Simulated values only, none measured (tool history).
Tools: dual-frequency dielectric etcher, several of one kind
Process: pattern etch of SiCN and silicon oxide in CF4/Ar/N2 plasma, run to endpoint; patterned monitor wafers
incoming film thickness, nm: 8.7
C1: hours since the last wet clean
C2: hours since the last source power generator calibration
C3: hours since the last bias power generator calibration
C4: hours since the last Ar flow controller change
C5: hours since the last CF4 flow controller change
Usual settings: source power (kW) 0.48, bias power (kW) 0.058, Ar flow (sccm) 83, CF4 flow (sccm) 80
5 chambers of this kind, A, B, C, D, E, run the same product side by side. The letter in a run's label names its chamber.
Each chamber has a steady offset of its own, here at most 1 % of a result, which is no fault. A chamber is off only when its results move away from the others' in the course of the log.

run 1E hour=13.2 | source_power_(kW)=0.48 bias_power_(kW)=0.058 Ar_flow_(sccm)=83 CF4_flow_(sccm)=80 | C1=347.3 C2=2249.5 C3=1958 C4=3966 C5=201.9 | endpoint_time_(s)=9.7737
run 2A hour=23.9 | source_power_(kW)=0.48 bias_power_(kW)=0.058 Ar_flow_(sccm)=83 CF4_flow_(sccm)=80 | C1=71.9 C2=1310.9 C3=3189.5 C4=1666 C5=2415.7 | endpoint_time_(s)=9.6903
-- hour=28.4 chamber D: wet clean of the chamber
run 3C hour=34.6 | source_power_(kW)=0.48 bias_power_(kW)=0.058 Ar_flow_(sccm)=83 CF4_flow_(sccm)=80 | C1=461.2 C2=487.5 C3=1733 C4=4738.8 C5=5120.1 | endpoint_time_(s)=9.8317
run 4B hour=46.2 | source_power_(kW)=0.48 bias_power_(kW)=0.058 Ar_flow_(sccm)=83 CF4_flow_(sccm)=80 | C1=545.5 C2=251.4 C3=1192.3 C4=1548.8 C5=505.3 | endpoint_time_(s)=9.6604
run 5D hour=54.9 | source_power_(kW)=0.48 bias_power_(kW)=0.058 Ar_flow_(sccm)=83 CF4_flow_(sccm)=80 | C1=26.5 C2=2171.5 C3=345.7 C4=4685.5 C5=1479.4 | endpoint_time_(s)=9.6064
run 6D hour=65.7 | source_power_(kW)=0.48 bias_power_(kW)=0.058 Ar_flow_(sccm)=83 CF4_flow_(sccm)=80 | C1=37.3 C2=2182.3 C3=356.5 C4=4696.3 C5=1490.2 | endpoint_time_(s)=9.6632
run 7E hour=78.9 | source_power_(kW)=0.55 bias_power_(kW)=0.05 Ar_flow_(sccm)=83 CF4_flow_(sccm)=80 | C1=413 C2=2315.2 C3=2023.7 C4=4031.7 C5=267.6 | endpoint_time_(s)=8.978
-- hour=82.1 chamber D: source power generator calibrated
run 8C hour=86.5 | source_power_(kW)=0.55 bias_power_(kW)=0.05 Ar_flow_(sccm)=83 CF4_flow_(sccm)=80 | C1=513.1 C2=539.4 C3=1784.9 C4=4790.7 C5=5172 | endpoint_time_(s)=9.0708
run 9A hour=96.7 | source_power_(kW)=0.55 bias_power_(kW)=0.05 Ar_flow_(sccm)=83 CF4_flow_(sccm)=80 | C1=144.7 C2=1383.7 C3=3262.3 C4=1738.8 C5=2488.5 | endpoint_time_(s)=8.949
-- hour=97.7 chamber B: wet clean of the chamber
run 10B hour=106.9 | source_power_(kW)=0.55 bias_power_(kW)=0.05 Ar_flow_(sccm)=83 CF4_flow_(sccm)=80 | C1=9.3 C2=312.1 C3=1253 C4=1609.5 C5=566 | endpoint_time_(s)=9.1151
run 11D hour=117.3 | source_power_(kW)=0.55 bias_power_(kW)=0.05 Ar_flow_(sccm)=83 CF4_flow_(sccm)=80 | C1=88.9 C2=35.2 C3=408.1 C4=4747.9 C5=1541.8 | endpoint_time_(s)=8.8221
run 12B hour=128.2 | source_power_(kW)=0.55 bias_power_(kW)=0.051 Ar_flow_(sccm)=83 CF4_flow_(sccm)=80 | C1=30.6 C2=333.4 C3=1274.3 C4=1630.8 C5=587.3 | endpoint_time_(s)=8.9471
run 13E hour=134.9 | source_power_(kW)=0.55 bias_power_(kW)=0.051 Ar_flow_(sccm)=83 CF4_flow_(sccm)=80 | C1=469 C2=2371.2 C3=2079.7 C4=4087.7 C5=323.6 | endpoint_time_(s)=9.0329
run 14C hour=147.9 | source_power_(kW)=0.55 bias_power_(kW)=0.051 Ar_flow_(sccm)=83 CF4_flow_(sccm)=80 | C1=574.5 C2=600.8 C3=1846.3 C4=4852.1 C5=5233.4 | endpoint_time_(s)=9.012
run 15A hour=159.3 | source_power_(kW)=0.55 bias_power_(kW)=0.051 Ar_flow_(sccm)=83 CF4_flow_(sccm)=80 | C1=207.3 C2=1446.3 C3=3324.9 C4=1801.4 C5=2551.1 | endpoint_time_(s)=8.9142
run 16D hour=165.6 | source_power_(kW)=0.55 bias_power_(kW)=0.051 Ar_flow_(sccm)=83 CF4_flow_(sccm)=80 | C1=137.2 C2=83.5 C3=456.4 C4=4796.2 C5=1590.1 | endpoint_time_(s)=8.9835
run 17A hour=178.8 | source_power_(kW)=0.48 bias_power_(kW)=0.058 Ar_flow_(sccm)=83 CF4_flow_(sccm)=80 | C1=226.8 C2=1465.8 C3=3344.4 C4=1820.9 C5=2570.6 | endpoint_time_(s)=9.6597
-- hour=181.3 chamber D: Ar flow controller replaced
-- hour=191.5 chamber C: wet clean of the chamber
run 18E hour=191.7 | source_power_(kW)=0.48 bias_power_(kW)=0.058 Ar_flow_(sccm)=83 CF4_flow_(sccm)=68 | C1=525.8 C2=2428 C3=2136.5 C4=4144.5 C5=380.4 | endpoint_time_(s)=10.141
run 19B hour=202.4 | source_power_(kW)=0.48 bias_power_(kW)=0.058 Ar_flow_(sccm)=83 CF4_flow_(sccm)=68 | C1=104.8 C2=407.6 C3=1348.5 C4=1705 C5=661.5 | endpoint_time_(s)=9.9888
run 20C hour=214.9 | source_power_(kW)=0.48 bias_power_(kW)=0.058 Ar_flow_(sccm)=83 CF4_flow_(sccm)=68 | C1=23.4 C2=667.8 C3=1913.3 C4=4919.1 C5=5300.4 | endpoint_time_(s)=10.013
run 21C hour=222.3 | source_power_(kW)=0.48 bias_power_(kW)=0.058 Ar_flow_(sccm)=83 CF4_flow_(sccm)=68 | C1=30.8 C2=675.2 C3=1920.7 C4=4926.5 C5=5307.8 | endpoint_time_(s)=10.064
run 22D hour=231.3 | source_power_(kW)=0.48 bias_power_(kW)=0.058 Ar_flow_(sccm)=83 CF4_flow_(sccm)=68 | C1=202.9 C2=149.2 C3=522.1 C4=50.1 C5=1655.8 | endpoint_time_(s)=9.9162
run 23B hour=239.2 | source_power_(kW)=0.48 bias_power_(kW)=0.058 Ar_flow_(sccm)=83 CF4_flow_(sccm)=80 | C1=141.6 C2=444.4 C3=1385.3 C4=1741.8 C5=698.3 | endpoint_time_(s)=9.8375
run 24A hour=246.1 | source_power_(kW)=0.48 bias_power_(kW)=0.058 Ar_flow_(sccm)=83 CF4_flow_(sccm)=80 | C1=294.1 C2=1533.1 C3=3411.7 C4=1888.2 C5=2637.9 | endpoint_time_(s)=9.7381
run 25E hour=254.8 | source_power_(kW)=0.6 bias_power_(kW)=0.058 Ar_flow_(sccm)=63 CF4_flow_(sccm)=80 | C1=588.9 C2=2491.1 C3=2199.6 C4=4207.6 C5=443.5 | endpoint_time_(s)=7.8543
run 26D hour=266.2 | source_power_(kW)=0.6 bias_power_(kW)=0.058 Ar_flow_(sccm)=63 CF4_flow_(sccm)=80 | C1=237.8 C2=184.1 C3=557 C4=85 C5=1690.7 | endpoint_time_(s)=7.5231
run 27A hour=277 | source_power_(kW)=0.6 bias_power_(kW)=0.058 Ar_flow_(sccm)=63 CF4_flow_(sccm)=80 | C1=325 C2=1564 C3=3442.6 C4=1919.1 C5=2668.8 | endpoint_time_(s)=7.6545
run 28B hour=287.4 | source_power_(kW)=0.6 bias_power_(kW)=0.058 Ar_flow_(sccm)=63 CF4_flow_(sccm)=80 | C1=189.8 C2=492.6 C3=1433.5 C4=1790 C5=746.5 | endpoint_time_(s)=7.6768
run 29C hour=299.4 | source_power_(kW)=0.6 bias_power_(kW)=0.058 Ar_flow_(sccm)=63 CF4_flow_(sccm)=80 | C1=107.9 C2=752.3 C3=1997.8 C4=5003.6 C5=5384.9 | endpoint_time_(s)=7.7287
run 30E hour=310.4 | source_power_(kW)=0.48 bias_power_(kW)=0.058 Ar_flow_(sccm)=83 CF4_flow_(sccm)=80 | C1=644.5 C2=2546.7 C3=2255.2 C4=4263.2 C5=499.1 | endpoint_time_(s)=10.019
-- hour=311.6 chamber E: Ar flow controller replaced
-- hour=318.8 chamber C: Ar flow controller replaced
run 31D hour=323.2 | source_power_(kW)=0.48 bias_power_(kW)=0.058 Ar_flow_(sccm)=83 CF4_flow_(sccm)=80 | C1=294.8 C2=241.1 C3=614 C4=142 C5=1747.7 | endpoint_time_(s)=9.6934
run 32A hour=332.2 | source_power_(kW)=0.48 bias_power_(kW)=0.058 Ar_flow_(sccm)=83 CF4_flow_(sccm)=80 | C1=380.2 C2=1619.2 C3=3497.8 C4=1974.3 C5=2724 | endpoint_time_(s)=9.7237
-- hour=333.7 chamber C: CF4 flow controller replaced
run 33E hour=344.3 | source_power_(kW)=0.48 bias_power_(kW)=0.058 Ar_flow_(sccm)=83 CF4_flow_(sccm)=80 | C1=678.4 C2=2580.6 C3=2289.1 C4=32.8 C5=533 | endpoint_time_(s)=10.266
run 34B hour=353.9 | source_power_(kW)=0.48 bias_power_(kW)=0.058 Ar_flow_(sccm)=83 CF4_flow_(sccm)=80 | C1=256.3 C2=559.1 C3=1500 C4=1856.5 C5=813 | endpoint_time_(s)=9.7284
run 35C hour=362.5 | source_power_(kW)=0.48 bias_power_(kW)=0.058 Ar_flow_(sccm)=83 CF4_flow_(sccm)=80 | C1=171 C2=815.4 C3=2060.9 C4=43.7 C5=28.8 | endpoint_time_(s)=9.647

All 5 chambers run these settings next. Forecast each chamber's results:
run 36A hour=372.1 | source_power_(kW)=0.48 bias_power_(kW)=0.058 Ar_flow_(sccm)=83 CF4_flow_(sccm)=80 | endpoint_time_(s)=?
run 36B hour=372.1 | source_power_(kW)=0.48 bias_power_(kW)=0.058 Ar_flow_(sccm)=83 CF4_flow_(sccm)=80 | endpoint_time_(s)=?
run 36C hour=372.1 | source_power_(kW)=0.48 bias_power_(kW)=0.058 Ar_flow_(sccm)=83 CF4_flow_(sccm)=80 | endpoint_time_(s)=?
run 36D hour=372.1 | source_power_(kW)=0.48 bias_power_(kW)=0.058 Ar_flow_(sccm)=83 CF4_flow_(sccm)=80 | endpoint_time_(s)=?
run 36E hour=372.1 | source_power_(kW)=0.48 bias_power_(kW)=0.058 Ar_flow_(sccm)=83 CF4_flow_(sccm)=80 | endpoint_time_(s)=?

run=36A endpoint_time_(s)=9.6553
run=36B endpoint_time_(s)=9.7797
run=36C endpoint_time_(s)=9.7767
run=36D endpoint_time_(s)=9.7571
run=36E endpoint_time_(s)=10.24
